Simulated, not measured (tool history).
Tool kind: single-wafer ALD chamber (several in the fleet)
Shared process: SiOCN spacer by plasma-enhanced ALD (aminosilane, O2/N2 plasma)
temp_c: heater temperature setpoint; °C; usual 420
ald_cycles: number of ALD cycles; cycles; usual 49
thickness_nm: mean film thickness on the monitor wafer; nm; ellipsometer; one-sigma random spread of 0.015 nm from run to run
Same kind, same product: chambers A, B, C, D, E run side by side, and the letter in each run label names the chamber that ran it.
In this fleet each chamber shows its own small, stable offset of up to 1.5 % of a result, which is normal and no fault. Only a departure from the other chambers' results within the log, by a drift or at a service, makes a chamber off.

run     day  temp_c  ald_cycles  read-back reference wafer on the same gauge, thickness_nm  thickness_nm
 1A   0.396     420          49                                                     2.8353        2.8322
 2E   0.829     420          49                                                     2.8456        2.8087
 3C   1.196     420          49                                                     2.8385        2.7814
 4D   1.583     420          49                                                     2.8376        2.7889
 5B   1.862     420          55                                                     2.8419        3.1004
      2.067  -- chamber C: thermocouple changed; heater temperature recalibrated
 6A   2.162     420          55                                                     2.8379        3.1422
 7C   2.483     420          55                                                     2.8418        3.1674
 8B    2.85     420          55                                                     2.8387        3.1403
 9E    3.05     420          55                                                     2.8423        3.1777
10D   3.458     420          49                                                     2.8409        2.7661
11C     3.8     420          49                                                     2.8409        2.7831
12B   4.012     420          49                                                     2.8427        2.7468
13E   4.367     420          49                                                     2.8354        2.8356
14A   4.775     420          49                                                     2.8384        2.7963
15D   4.962     420          49                                                     2.8414        2.7912
16C   5.233     420          49                                                     2.8406        2.7995
17E   5.646     420          41                                                     2.8402        2.3643
18A   6.008     420          41                                                     2.8359        2.3278
19D   6.421     420          41                                                     2.8401        2.3188
20B   6.633     420          41                                                     2.8376        2.3408
21A    6.85     420          41                                                     2.8422        2.3464
22E   7.229     420          49                                                     2.8399        2.8444
23B   7.462     420          49                                                     2.8407        2.7802
24D   7.862     420          49                                                     2.8394        2.7951
25C   8.296     420          49                                                     2.8405        2.7697
26A   8.483     420          49                                                     2.8405        2.8113
27E   8.767     420          49                                                     2.8408        2.8393
28D   9.071     420          49                                                     2.8374        2.7748
29B   9.267     420          49                                                      2.842        2.7656
30C   9.583     420          49                                                     2.8373        2.7982
31A   9.904     420          49                                                     2.8397        2.7907
32D  10.133     420          49                                                     2.8416        2.7472
33E  10.375     420          45                                                     2.8436        2.5765

Does one chamber stand apart from the rest, does the shared gauge drift, or is all well apart from small per-chamber offsets? Give the chamber and the most likely cause, where there is one.

All chambers stay in line apart from their small fixed offsets, and the gauge does not drift.
